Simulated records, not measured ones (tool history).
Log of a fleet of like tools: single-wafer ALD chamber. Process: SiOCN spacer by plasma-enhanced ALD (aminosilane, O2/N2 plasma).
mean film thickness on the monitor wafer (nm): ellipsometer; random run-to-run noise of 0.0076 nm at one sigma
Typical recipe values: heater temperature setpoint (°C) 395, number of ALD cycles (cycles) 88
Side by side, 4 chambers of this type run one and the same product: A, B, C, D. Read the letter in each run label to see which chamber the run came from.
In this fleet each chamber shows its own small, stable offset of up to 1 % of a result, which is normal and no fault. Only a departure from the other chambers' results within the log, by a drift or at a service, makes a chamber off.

run	hour	heater temperature setpoint (°C)	number of ALD cycles (cycles)	hours since the last thermocouple change	read-back reference wafer on the same gauge, thickness_nm	mean film thickness on the monitor wafer (nm)
1B	8	395	88	1852.5	5.2819	5.3036
2D	15.3	395	88	630.5	5.2824	5.2864
3C	25.4	395	88	1597.4	5.283	5.2797
4A	31.4	395	88	767.8	5.2816	5.3205
5B	39.1	408	77	1883.6	5.2859	4.4607
# hour 42.4: chamber B: thermocouple changed; heater temperature recalibrated
6C	50.7	408	77	1622.7	5.2864	4.4485
7D	57.9	408	77	673.1	5.286	4.5164
8A	63.6	408	77	800	5.2882	4.5584
9A	70.9	395	88	807.3	5.2879	5.3237
10D	82.2	395	88	697.4	5.2889	5.2911
11C	93.7	395	88	1665.7	5.2903	5.2971
12B	106.3	395	88	63.9	5.2928	5.3052
13B	113.3	395	88	70.9	5.29	5.3123
14A	119.2	401	95	855.6	5.2939	5.7384
15D	126	401	95	741.2	5.2934	5.7054
16C	138	401	95	1710	5.2955	5.6245
17D	143.8	401	95	759	5.2967	5.6989
18A	150	395	88	886.4	5.2967	5.3526
19B	162.7	395	88	120.3	5.2993	5.3113
20C	171.6	395	88	1743.6	5.2994	5.2836
21D	181.4	395	88	796.6	5.2997	5.3132
22C	187.4	395	88	1759.4	5.3	5.2852
23B	196.6	395	88	154.2	5.3023	5.3198
24A	208.1	395	88	944.5	5.3065	5.3459
25C	214.3	395	88	1786.3	5.3047	5.283
26D	224.7	395	88	839.9	5.3061	5.3153
27B	231	395	88	188.6	5.3054	5.3337
28A	241.9	390	88	978.3	5.3072	5.3497
29C	250.2	390	88	1822.2	5.3081	5.3016
30B	258.7	390	88	216.3	5.3087	5.3347
31A	267.8	390	88	1004.2	5.3097	5.3534

What goes on in this fleet: one chamber off, a drifting gauge, or nothing beyond the chambers' own small offsets? Name the chamber and the cause, if any.

The gauge drifts, so all chambers seem to drift together. No chamber is off.
What lies behind it: gauge reads high (%) = 0.589.
